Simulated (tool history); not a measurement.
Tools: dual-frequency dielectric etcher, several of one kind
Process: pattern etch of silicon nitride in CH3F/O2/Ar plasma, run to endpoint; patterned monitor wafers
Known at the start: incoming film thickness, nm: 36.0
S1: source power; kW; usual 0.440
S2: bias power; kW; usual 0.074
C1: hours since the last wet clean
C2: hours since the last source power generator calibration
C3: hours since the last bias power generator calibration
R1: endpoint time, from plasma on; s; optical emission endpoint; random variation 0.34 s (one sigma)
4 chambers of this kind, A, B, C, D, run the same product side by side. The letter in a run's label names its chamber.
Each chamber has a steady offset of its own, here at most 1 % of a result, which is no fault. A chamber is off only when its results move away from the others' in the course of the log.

Run 1A, hour 11.1: usual settings; C1 118.6; C2 1855.8; C3 950.9. Result: R1 49.578 s.
Run 2D, hour 17.0: usual settings; C1 228.5; C2 2566.0; C3 1412.6. Result: R1 49.965 s.
At hour 23.4: chamber C: wet clean of the chamber.
Run 3B, hour 24.7: usual settings; C1 447.6; C2 2029.3; C3 1633.6. Result: R1 49.402 s.
Run 4C, hour 36.2: usual settings; C1 12.9; C2 280.7; C3 445.6. Result: R1 50.706 s.
Run 5C, hour 47.7: usual settings; C1 24.4; C2 292.2; C3 457.1. Result: R1 50.138 s.
Run 6D, hour 53.2: usual settings; C1 264.7; C2 2602.2; C3 1448.8. Result: R1 50.217 s.
Run 7A, hour 64.8: usual settings; C1 172.3; C2 1909.5; C3 1004.6. Result: R1 49.463 s.
At hour 73.9: chamber B: wet clean of the chamber.
Run 8B, hour 74.5: usual settings; C1 0.7; C2 2079.1; C3 1683.4. Result: R1 48.736 s.
At hour 80.9: chamber D: bias power generator calibrated.
Run 9A, hour 81.6: usual settings; C1 189.1; C2 1926.3; C3 1021.4. Result: R1 49.320 s.
Run 10C, hour 88.5: usual settings but S1 0.370 kW, S2 0.085 kW; C1 65.2; C2 333.0; C3 497.9. Result: R1 50.585 s.
Run 11B, hour 96.1: usual settings but S1 0.370 kW, S2 0.085 kW; C1 22.3; C2 2100.7; C3 1705.0. Result: R1 50.740 s.
Run 12D, hour 102.4: usual settings but S1 0.370 kW, S2 0.085 kW; C1 313.9; C2 2651.4; C3 21.5. Result: R1 50.801 s.
Run 13C, hour 111.5: usual settings but S1 0.370 kW, S2 0.085 kW; C1 88.2; C2 356.0; C3 520.9. Result: R1 50.869 s.
Run 14D, hour 118.5: usual settings but S1 0.550 kW; C1 330.0; C2 2667.5; C3 37.6. Result: R1 44.967 s.
Run 15A, hour 128.4: usual settings but S1 0.550 kW; C1 235.9; C2 1973.1; C3 1068.2. Result: R1 45.210 s.
Run 16B, hour 139.6: usual settings but S1 0.550 kW; C1 65.8; C2 2144.2; C3 1748.5. Result: R1 45.546 s.
Run 17A, hour 148.4: usual settings but S1 0.550 kW; C1 255.9; C2 1993.1; C3 1088.2. Result: R1 45.416 s.
Run 18D, hour 156.2: usual settings but S2 0.057 kW; C1 367.7; C2 2705.2; C3 75.3. Result: R1 54.361 s.
Run 19B, hour 167.6: usual settings but S2 0.057 kW; C1 93.8; C2 2172.2; C3 1776.5. Result: R1 53.655 s.
Run 20C, hour 175.6: usual settings but S2 0.057 kW; C1 152.3; C2 420.1; C3 585.0. Result: R1 54.189 s.
Run 21B, hour 183.2: usual settings but S2 0.057 kW; C1 109.4; C2 2187.8; C3 1792.1. Result: R1 53.837 s.
Run 22A, hour 191.1: usual settings but S2 0.062 kW; C1 298.6; C2 2035.8; C3 1130.9. Result: R1 52.541 s.
Run 23D, hour 201.0: usual settings but S2 0.062 kW; C1 412.5; C2 2750.0; C3 120.1. Result: R1 53.513 s.
Run 24C, hour 212.0: usual settings but S2 0.062 kW; C1 188.7; C2 456.5; C3 621.4. Result: R1 53.583 s.
Run 25A, hour 222.3: usual settings but S2 0.062 kW; C1 329.8; C2 2067.0; C3 1162.1. Result: R1 52.729 s.
Run 26B, hour 230.2: usual settings; C1 156.4; C2 2234.8; C3 1839.1. Result: R1 49.457 s.
Run 27C, hour 240.2: usual settings; C1 216.9; C2 484.7; C3 649.6. Result: R1 50.234 s.
At hour 247.4: chamber D: wet clean of the chamber.
Run 28D, hour 247.5: usual settings; C1 0.2; C2 2796.5; C3 166.6. Result: R1 49.563 s.
Run 29D, hour 253.3: usual settings; C1 6.0; C2 2802.3; C3 172.4. Result: R1 50.163 s.
Run 30B, hour 261.1: usual settings; C1 187.3; C2 2265.7; C3 1870.0. Result: R1 49.298 s.
Run 31A, hour 266.7: usual settings; C1 374.2; C2 2111.4; C3 1206.5. Result: R1 49.087 s.
Run 32C, hour 272.7: usual settings; C1 249.4; C2 517.2; C3 682.1. Result: R1 50.207 s.

What goes on in this fleet: one chamber off, a drifting gauge, or nothing beyond the chambers' own small offsets? Name the chamber and the cause, if any.

No chamber stands off beyond its own small offset, and the gauge holds steady.
